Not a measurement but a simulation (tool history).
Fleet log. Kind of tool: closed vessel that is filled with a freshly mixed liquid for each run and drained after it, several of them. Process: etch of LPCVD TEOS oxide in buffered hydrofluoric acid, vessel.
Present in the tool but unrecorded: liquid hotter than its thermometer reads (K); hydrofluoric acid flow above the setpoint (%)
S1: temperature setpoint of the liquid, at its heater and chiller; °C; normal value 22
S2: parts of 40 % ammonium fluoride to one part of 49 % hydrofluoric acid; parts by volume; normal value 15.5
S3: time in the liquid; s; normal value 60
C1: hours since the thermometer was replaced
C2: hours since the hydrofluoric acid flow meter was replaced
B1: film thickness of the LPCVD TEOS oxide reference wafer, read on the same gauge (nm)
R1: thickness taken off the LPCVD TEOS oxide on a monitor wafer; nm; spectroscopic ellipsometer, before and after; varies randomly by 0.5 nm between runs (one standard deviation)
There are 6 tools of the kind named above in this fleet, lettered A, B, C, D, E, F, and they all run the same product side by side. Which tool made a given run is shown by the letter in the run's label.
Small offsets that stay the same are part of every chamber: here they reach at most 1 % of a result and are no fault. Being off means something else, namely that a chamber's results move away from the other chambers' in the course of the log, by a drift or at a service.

run	hour	S1	S2	S3	C1	C2	B1	R1
1C	7.4	22	15.5	60	190.6	380.6	30.000	90.003
2E	17.0	22	15.5	60	529.0	1243.0	30.003	89.215
3B	26.5	22	15.5	60	1021.4	753.6	29.997	89.247
4A	33.7	22	15.5	60	661.5	251.4	29.989	88.504
5D	42.8	22	15.5	60	1803.7	652.7	30.039	90.202
6F	52.5	22	15.5	60	727.3	309.4	29.984	90.761
7D	60.6	22	15.5	60	1821.5	670.5	29.990	89.430
8C	69.3	24	15.5	35	252.5	442.5	29.976	57.749
9F	74.1	24	15.5	35	748.9	331.0	30.003	58.614
10A	81.1	24	15.5	35	708.9	298.8	29.994	58.114
11E	85.3	24	15.5	35	597.3	1311.3	30.016	57.648
12B	92.2	24	15.5	35	1087.1	819.3	30.005	58.439
13E	101.7	24	15.5	35	613.7	1327.7	30.040	58.867
14A	108.9	22	15.5	60	736.7	326.6	30.003	89.244
15F	117.1	22	15.5	60	791.9	374.0	29.981	89.291
16B	122.2	22	15.5	60	1117.1	849.3	29.989	90.839
17C	130.7	22	15.5	60	313.9	503.9	30.015	89.233
18D	138.7	22	13.5	60	1899.6	748.6	30.004	102.650
19F	145.8	22	13.5	60	820.6	402.7	29.978	103.540
20C	151.3	22	13.5	60	334.5	524.5	29.988	103.600
# hour 156.4: chamber F: hydrofluoric acid flow meter replaced
21B	156.9	22	13.5	60	1151.8	884.0	29.991	104.330
22D	163.0	22	13.5	60	1923.9	772.9	30.008	102.490
# hour 167.2: chamber A: hydrofluoric acid flow meter replaced
23E	168.7	22	13.5	60	680.7	1394.7	29.984	102.640
24A	176.4	22	15.5	60	804.2	9.2	30.027	90.204
25E	184.9	22	15.5	60	696.9	1410.9	29.978	89.659
26D	189.9	20	15.5	60	1950.8	799.8	30.022	79.656
27C	197.3	20	15.5	60	380.5	570.5	30.025	79.944
28A	206.8	20	15.5	60	834.6	39.6	30.017	80.081
29B	213.8	20	15.5	60	1208.7	940.9	30.019	82.975
30F	218.0	20	15.5	60	892.8	61.6	30.012	81.067
31D	227.4	20	15.5	60	1988.3	837.3	30.006	80.140
32C	235.7	22	15.5	60	418.9	608.9	30.013	89.883
33E	241.5	22	15.5	60	753.5	1467.5	29.984	90.282
34B	249.5	22	15.5	60	1244.4	976.6	29.998	92.919
35A	254.8	22	15.5	60	882.6	87.6	30.019	89.544
36F	263.4	22	15.5	60	938.2	107.0	29.977	89.610
37E	268.6	22	15.5	60	780.6	1494.6	30.039	89.159
38A	277.8	22	15.5	60	905.6	110.6	29.994	89.796
39B	283.6	22	15.5	60	1278.5	1010.7	29.998	94.499
40F	292.5	22	15.5	60	967.3	136.1	30.002	89.309
# hour 296.6: chamber D: thermometer replaced
41D	298.1	22	20.5	40	1.5	908.0	30.017	45.573
42C	305.2	22	20.5	40	488.4	678.4	29.987	45.417

All chambers now run identical settings, listed one chamber a line with results as question marks. What results will each chamber show?
43A	312.1	22	19.0	60				?
43B	312.1	22	19.0	60				?
43C	312.1	22	19.0	60				?
43D	312.1	22	19.0	60				?
43E	312.1	22	19.0	60				?
43F	312.1	22	19.0	60				?

run	R1
43A	73.025
43B	78.388
43C	72.983
43D	73.418
43E	73.786
43F	73.946
